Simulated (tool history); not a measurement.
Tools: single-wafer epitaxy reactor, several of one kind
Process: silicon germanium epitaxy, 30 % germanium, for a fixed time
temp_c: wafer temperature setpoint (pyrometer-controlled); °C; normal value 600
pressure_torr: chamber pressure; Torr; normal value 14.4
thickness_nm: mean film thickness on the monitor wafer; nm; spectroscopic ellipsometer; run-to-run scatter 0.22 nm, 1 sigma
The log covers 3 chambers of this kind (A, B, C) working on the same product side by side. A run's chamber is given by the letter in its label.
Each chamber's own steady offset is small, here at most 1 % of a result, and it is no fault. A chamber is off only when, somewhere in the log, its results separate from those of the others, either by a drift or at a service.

run,day,temp_c,pressure_torr,"read-back reference wafer on the same gauge, thickness_nm",thickness_nm
1B,0.233,600,14.4,53.611,51.694
2A,0.521,600,14.4,53.58,52.032
3C,0.871,600,14.4,53.556,51.651
4C,1.279,600,14.4,53.617,51.739
5B,1.675,600,14.4,53.611,52.051
6A,1.979,600,14.4,53.586,52.294
7B,2.204,600,14.4,53.613,52.355
8C,2.658,600,14.4,53.582,51.548
9A,2.983,600,14.4,53.653,51.635
10C,3.325,600,14.4,53.595,51.221
# day 3.4: chamber B: pyrometer calibrated
11A,3.779,600,14.4,53.604,51.412
12B,4.142,600,14.4,53.632,52.307
13C,4.354,600,14.4,53.618,51.615
14A,4.579,600,14.4,53.636,50.903
15B,4.904,592,14.4,53.61,45.161
# day 5.012: chamber C: capacitance manometer re-zeroed and calibrated
16A,5.379,592,14.4,53.612,43.852
17B,5.742,592,14.4,53.592,45.398
18C,5.983,600,14.4,53.582,51.73
19C,6.358,600,14.4,53.612,51.763
20A,6.654,600,14.4,53.628,50.239
# day 6.821: chamber C: pyrometer calibrated
21B,7.112,611,14.4,53.592,63.412
22A,7.317,611,14.4,53.581,60.917
23B,7.529,611,14.4,53.625,63.858
24C,7.979,600,14.4,53.6,51.644
25A,8.362,600,14.4,53.545,49.274
26C,8.838,600,14.4,53.546,51.762
27B,9.317,600,14.4,53.612,52.403
28C,9.6,600,14.4,53.6,52.034

One chamber off, gauge drift, or nothing amiss beyond the chambers' own small offsets? If it is a chamber, which one, and what is the likeliest cause?

It is chamber A that slowly wanders off from its peers.
Likeliest cause: wafer temperature below the value expected at the setpoint (K) = 3.43.

Which of the 4 candidates below, each the usual settings with something changed and its results left as question marks, puts chamber A back in line with what the other chambers give on the usual settings?
In line means no further than this from the other chambers' mean on the usual settings: thickness_nm 0.79 nm
29A-1,9.942,597,14.2,,?
29A-2,9.942,594,14.4,,?
29A-3,9.942,606,14.4,,?
29A-4,9.942,603,14.4,,?

Usual-settings mean across the other chambers: thickness_nm 51.961 nm
run,thickness_nm
29A-1,46.159
29A-2,43.871
29A-3,54.854
29A-4,51.904
29A-4 is the one that brings the chamber's results back in line with the other chambers.
